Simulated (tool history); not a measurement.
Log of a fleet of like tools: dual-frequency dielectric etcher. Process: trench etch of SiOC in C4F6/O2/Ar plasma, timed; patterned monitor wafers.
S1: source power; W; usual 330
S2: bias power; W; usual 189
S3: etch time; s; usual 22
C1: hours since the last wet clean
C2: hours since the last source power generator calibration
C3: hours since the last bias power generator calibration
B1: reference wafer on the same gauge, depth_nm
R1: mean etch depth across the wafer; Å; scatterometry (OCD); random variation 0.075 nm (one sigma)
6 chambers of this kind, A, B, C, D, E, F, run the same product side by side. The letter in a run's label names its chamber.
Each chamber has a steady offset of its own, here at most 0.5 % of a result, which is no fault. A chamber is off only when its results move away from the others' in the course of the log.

run     day   S1   S2    S3     C1      C2      C3      B1      R1
 1D   0.275  330  189    22    231  1137.1  1659.2   44.19  430.17
 2B   0.775  330  189    22    158  4408.7   625.6  44.188  431.76
 3C   1.196  330  189    22  371.7   351.9   255.4  44.182   431.6
      1.708  -- chamber B: source power generator calibrated
 4E   1.796  330  189    22  167.2  1316.7  2399.3  44.196  432.06
 5A   2.121  400  189    22  372.6  1652.8   154.6  44.159   465.6
 6F   2.704  400  189    22  358.2     952    3697  44.147  463.33
 7C   3.254  400  189    22  421.1   401.3   304.8  44.125  464.76
 8F   3.662  400  189    22  381.2     975    3720  44.137  462.08
 9D   4.062  400  189    22  321.9    1228  1750.1  44.159  462.48
10E    4.65  400  189    22  235.7  1385.2  2467.8  44.122  464.43
11A   5.042  330  189    22  442.7  1722.9   224.7  44.114  432.03
12B    5.35  330  189    22  267.8    87.4   735.4  44.097  431.96
13F   5.679  330  189    22  429.6  1023.4  3768.4  44.105  427.04
14A   6.079  330  189    22  467.6  1747.8   249.6  44.091  430.34
      6.204  -- chamber A: wet clean of the chamber
15E   6.538  330  189    22    281  1430.5  2513.1  44.069   431.3
16B   6.892  330  189    22  304.8   124.4   772.4  44.112  432.07
17D   7.412  330  189    22  402.3  1308.4  1830.5  44.082  428.45
18C   7.688  330  189    22  527.5   507.7   411.2  44.088   429.4
      7.808  -- chamber F: wet clean of the chamber
19C     8.2  330  189    22  539.8     520   423.5   44.05  430.32
      8.667  -- chamber D: wet clean of the chamber
20D   8.817  330  189    22    3.6  1342.1  1864.2  44.063  427.45
21A   9.104  330  189    22   69.6  1820.4   322.2  44.065  430.26
22F   9.704  330  189    22   45.6    1120    3865  44.044  428.32
23E  10.192  330  189  27.5  368.7  1518.2  2600.8  44.048   537.5
24B  10.762  330  189  27.5  397.7   217.3   865.3   44.04  538.34
25E  11.233  330  189  27.5  393.7  1543.2  2625.8  44.003  538.98
     11.729  -- chamber E: wet clean of the chamber
26D  11.783  330  189  27.5   74.8  1413.3  1935.4  43.991  535.13
27A   12.05  330  189  27.5  140.3  1891.1   392.9  43.988  538.07
28B  12.625  330  189  27.5  442.4     262     910  44.012  539.22
29F   13.05  330  189    22  125.9  1200.3  3945.3  43.987  426.85
     13.379  -- chamber C: wet clean of the chamber
30C  13.388  280  189  26.5    0.3   644.5     548  43.982     485
31F  13.662  280  189  26.5  140.6    1215    3960  43.981  483.81
32C  13.942  280  189  26.5   13.6   657.8   561.3   43.98  485.17
     14.038  -- chamber B: wet clean of the chamber
33A  14.229  280  189  26.5  192.6  1943.4   445.2  43.981  485.75
34E  14.838  280  189  26.5   74.6  1629.7  2712.3  43.977   485.2
35B  15.438  280  189  26.5   33.7   329.5   977.5  43.959   483.7
36D  15.762  330  189    22  170.3  1508.8  2030.9  43.938  427.84
37B  16.367  360  189  26.5     56   351.8   999.8  43.943  536.59
     16.783  -- chamber E: source power generator calibrated
38F  16.888  360  189  26.5    218  1292.4  4037.4  43.937  530.91
39E  17.292  360  189  26.5  133.5    12.3  2771.2   43.95  533.88
40D  17.729  360  189  26.5  217.5    1556  2078.1  43.916   531.2
41A  18.308  360  189  26.5  290.5  2041.3   543.1  43.892  534.57
42C  18.725  360  189  26.5  128.4   772.6   676.1  43.913  534.62
43E  19.242  330  189    22  180.3    59.1    2818    43.9  427.57

What goes on in this fleet: one chamber off, a drifting gauge, or nothing beyond the chambers' own small offsets? Name the chamber and the cause, if any.

The gauge drifts, so all chambers seem to drift together. No chamber is off.
Cause: gauge reads low (%) = 0.708.

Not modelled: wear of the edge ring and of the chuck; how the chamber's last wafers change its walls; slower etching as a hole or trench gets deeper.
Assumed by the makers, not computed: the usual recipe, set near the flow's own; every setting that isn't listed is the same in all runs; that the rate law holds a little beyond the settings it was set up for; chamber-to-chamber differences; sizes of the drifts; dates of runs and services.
